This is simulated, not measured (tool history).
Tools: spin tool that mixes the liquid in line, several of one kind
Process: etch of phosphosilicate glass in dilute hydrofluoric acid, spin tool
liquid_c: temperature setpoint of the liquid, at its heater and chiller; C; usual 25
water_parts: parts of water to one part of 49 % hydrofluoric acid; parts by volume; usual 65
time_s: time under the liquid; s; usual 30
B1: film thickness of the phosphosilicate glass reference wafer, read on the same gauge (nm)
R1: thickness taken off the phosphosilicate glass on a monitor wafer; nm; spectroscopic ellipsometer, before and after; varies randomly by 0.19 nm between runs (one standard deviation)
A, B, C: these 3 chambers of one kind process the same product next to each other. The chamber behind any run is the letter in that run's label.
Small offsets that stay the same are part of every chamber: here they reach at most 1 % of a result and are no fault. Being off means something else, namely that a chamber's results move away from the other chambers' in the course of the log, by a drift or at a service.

Run 1C, hour 3.2: usual settings; B1 79.969. Result: R1 54.622 nm.
Run 2B, hour 8.9: usual settings; B1 79.972. Result: R1 54.967 nm.
Run 3A, hour 14.3: usual settings; B1 80.013. Result: R1 55.004 nm.
Run 4B, hour 17.9: usual settings; B1 79.993. Result: R1 54.563 nm.
Run 5A, hour 22.8: usual settings; B1 80.015. Result: R1 55.085 nm.
Run 6C, hour 25.6: usual settings but water_parts 55 parts by volume; B1 79.972. Result: R1 65.413 nm.
Run 7B, hour 29.8: usual settings but water_parts 55 parts by volume; B1 79.958. Result: R1 65.362 nm.
Run 8C, hour 35.4: usual settings but water_parts 55 parts by volume; B1 80.004. Result: R1 65.42 nm.
Run 9A, hour 38.6: usual settings; B1 79.983. Result: R1 54.849 nm.
Run 10B, hour 42.2: usual settings; B1 79.994. Result: R1 54.641 nm.
At hour 43.9: chamber B: thermometer replaced.
Run 11A, hour 44.8: usual settings; B1 79.998. Result: R1 54.844 nm.
Run 12C, hour 48: usual settings; B1 80.04. Result: R1 54.387 nm.
Run 13A, hour 53.2: usual settings; B1 80.022. Result: R1 54.255 nm.
Run 14B, hour 55.7: usual settings; B1 79.976. Result: R1 54.51 nm.
Run 15C, hour 60.3: usual settings; B1 79.987. Result: R1 54.807 nm.
Run 16A, hour 65.6: usual settings; B1 79.999. Result: R1 53.892 nm.
Run 17C, hour 69.7: usual settings; B1 80.01. Result: R1 54.606 nm.
Run 18B, hour 75.4: usual settings; B1 79.998. Result: R1 54.921 nm.
Run 19A, hour 80.2: usual settings; B1 80.002. Result: R1 53.037 nm.
Run 20C, hour 85.9: usual settings; B1 79.971. Result: R1 54.109 nm.
Run 21B, hour 89.7: usual settings; B1 80.003. Result: R1 54.808 nm.
Run 22A, hour 92.5: usual settings; B1 79.973. Result: R1 52.547 nm.
Run 23B, hour 96.5: usual settings; B1 79.99. Result: R1 54.638 nm.

Which is it: a chamber that has drifted or been left off by a service, a gauge drift common to all chambers, or only each chamber's usual small offset? If a chamber is off, name it and its likeliest cause.

It is chamber A that slowly wanders off from its peers.
Cause: hydrofluoric acid flow below the setpoint (%) = 4.22.
The log may not separate it from: liquid colder than its thermometer reads (K).

Which of the 4 candidates below, each the usual settings with something changed and its results left as question marks, puts chamber A back in line with what the other chambers give on the usual settings?
In-line tolerance around the mean of the other chambers on the usual settings: R1 0.65 nm
Run 24A-1, hour 100.6: usual settings but liquid_c 24 C. Result: R1 ?.
Run 24A-2, hour 100.6: usual settings but liquid_c 27 C. Result: R1 ?.
Run 24A-3, hour 100.6: usual settings but water_parts 70 parts by volume. Result: R1 ?.
Run 24A-4, hour 100.6: usual settings but liquid_c 26 C. Result: R1 ?.

The other chambers' mean on the usual settings: R1 54.718 nm
  run      R1
24A-1  50.392
24A-2  56.717
24A-3  48.393
24A-4   54.55
24A-4 is the one that brings the chamber's results back in line with the other chambers.
